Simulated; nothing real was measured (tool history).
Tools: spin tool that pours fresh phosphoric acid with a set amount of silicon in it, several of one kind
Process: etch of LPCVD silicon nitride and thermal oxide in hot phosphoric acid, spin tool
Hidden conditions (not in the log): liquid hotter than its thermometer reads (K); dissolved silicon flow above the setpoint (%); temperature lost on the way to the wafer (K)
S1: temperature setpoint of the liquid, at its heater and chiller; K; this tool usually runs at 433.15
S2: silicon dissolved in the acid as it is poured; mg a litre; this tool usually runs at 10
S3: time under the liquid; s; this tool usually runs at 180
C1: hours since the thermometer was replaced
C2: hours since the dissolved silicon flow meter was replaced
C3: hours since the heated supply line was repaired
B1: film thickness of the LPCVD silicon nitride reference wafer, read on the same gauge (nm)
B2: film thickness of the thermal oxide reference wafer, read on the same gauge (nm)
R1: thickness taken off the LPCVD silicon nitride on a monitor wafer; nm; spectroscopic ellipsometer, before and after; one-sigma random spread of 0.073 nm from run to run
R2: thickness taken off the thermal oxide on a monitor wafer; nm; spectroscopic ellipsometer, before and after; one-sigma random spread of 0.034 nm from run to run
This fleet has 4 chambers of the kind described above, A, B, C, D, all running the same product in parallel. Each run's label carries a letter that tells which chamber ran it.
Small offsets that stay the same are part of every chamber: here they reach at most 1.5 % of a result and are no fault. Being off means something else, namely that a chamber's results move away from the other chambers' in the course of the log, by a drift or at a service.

run	hour	S1	S2	S3	C1	C2	C3	B1	B2	R1	R2
1C	8.9	433.15	10	180	1938.3	136.5	452.6	119.97	120.03	14.257	0.39801
2B	15.7	433.15	10	180	97.1	203.3	169.9	120.03	120.05	14.34	0.42921
3A	25.3	433.15	10	180	321	2217.3	176.6	119.97	120	14.364	0.40802
4D	37.2	433.15	10	180	513.6	1222.8	1518.8	119.96	119.99	14.365	0.43097
5D	44.1	433.15	10	180	520.5	1229.7	1525.7	119.98	119.98	14.416	0.38496
6C	54.3	433.15	3.5	75	1983.7	181.9	498	120.01	119.99	5.9847	0.20215
7B	65.9	433.15	3.5	75	147.3	253.5	220.1	120.02	119.99	6.0361	0.17523
8A	76.1	433.15	3.5	75	371.8	2268.1	227.4	120	119.97	5.9509	0.21271
9B	83.1	433.15	3.5	75	164.5	270.7	237.3	120.01	120	6.0099	0.1888
10A	95.6	433.15	10	180	391.3	2287.6	246.9	120.01	120.02	14.346	0.43327
11C	108.4	433.15	10	180	2037.8	236	552.1	119.96	120.01	14.341	0.40481
12D	115.3	433.15	10	180	591.7	1300.9	1596.9	119.96	120.01	14.427	0.39288
13C	124	430.65	10	95	2053.4	251.6	567.7	119.99	119.99	6.9201	0.18486
14D	131.3	430.65	10	95	607.7	1316.9	1612.9	120.06	119.99	7.0435	0.20037
15B	139	430.65	10	95	220.4	326.6	293.2	119.97	120.01	6.9722	0.19908
16A	145.6	430.65	10	95	441.3	2337.6	296.9	120.05	120.01	6.954	0.16113
17A	151.5	433.15	10	180	447.2	2343.5	302.8	119.99	119.98	14.422	0.43149
18B	158.4	433.15	10	180	239.8	346	312.6	120	119.99	14.403	0.36187
19D	164.8	433.15	10	180	641.2	1350.4	1646.4	120.02	120	14.458	0.38054
20C	177.2	433.15	10	180	2106.6	304.8	620.9	120	119.96	14.238	0.41873
21C	183.2	433.15	10	180	2112.6	310.8	626.9	119.99	119.99	14.207	0.39034
22B	189.9	433.15	10	180	271.3	377.5	344.1	119.98	120	14.495	0.42529
23A	199.8	433.15	10	180	495.5	2391.8	351.1	119.99	119.96	14.384	0.43515
24D	210.9	433.15	10	180	687.3	1396.5	1692.5	120.07	119.98	14.858	0.43142
25D	219	433.15	10	180	695.4	1404.6	1700.6	120.03	120	14.849	0.41718
26C	229.1	433.15	10	180	2158.5	356.7	672.8	120	120.02	14.396	0.42302
# hour 236: chamber B: dissolved silicon flow meter replaced
27B	238.2	433.15	10	180	319.6	2.3	392.4	120.03	120.03	14.549	0.45383
28A	248.8	433.15	10	180	544.5	2440.8	400.1	120.04	120	14.461	0.39629
29D	255.1	430.65	10	180	731.5	1440.7	1736.7	120.01	119.98	13.799	0.41983
30C	266.3	430.65	10	180	2195.7	393.9	710	120.01	120	13.197	0.32596
31A	275.9	430.65	10	180	571.6	2467.9	427.2	120.03	120.03	13.095	0.38034
32B	283.5	430.65	10	180	364.9	47.6	437.7	119.97	119.99	13.316	0.3427
33D	289.6	436.15	10	180	766	1475.2	1771.2	119.99	120	16.796	0.61049
34A	298.4	436.15	10	180	594.1	2490.4	449.7	120.05	119.98	15.903	0.56588
35C	305.6	436.15	10	180	2235	433.2	749.3	119.98	120.01	16.043	0.48591
36B	315.1	436.15	10	180	396.5	79.2	469.3	120.01	120.01	16.015	0.48868
37C	325.7	433.15	16	270	2255.1	453.3	769.4	119.98	120.01	21.679	0.58303
38B	334.9	433.15	16	270	416.3	99	489.1	120.06	119.99	21.632	0.49285
# hour 339.4: chamber A: dissolved silicon flow meter replaced
39A	347.7	433.15	16	270	643.4	8.3	499	120.04	120.02	21.39	0.54906

The same settings go to every chamber for the next run, one line per chamber below. Forecast the results for each:
40A	357.4	433.15	6	180						?	?
40B	357.4	433.15	6	180						?	?
40C	357.4	433.15	6	180						?	?
40D	357.4	433.15	6	180						?	?

run	R1	R2
40A	14.236	0.39925
40B	14.462	0.46412
40C	14.513	0.43928
40D	15.402	0.51528
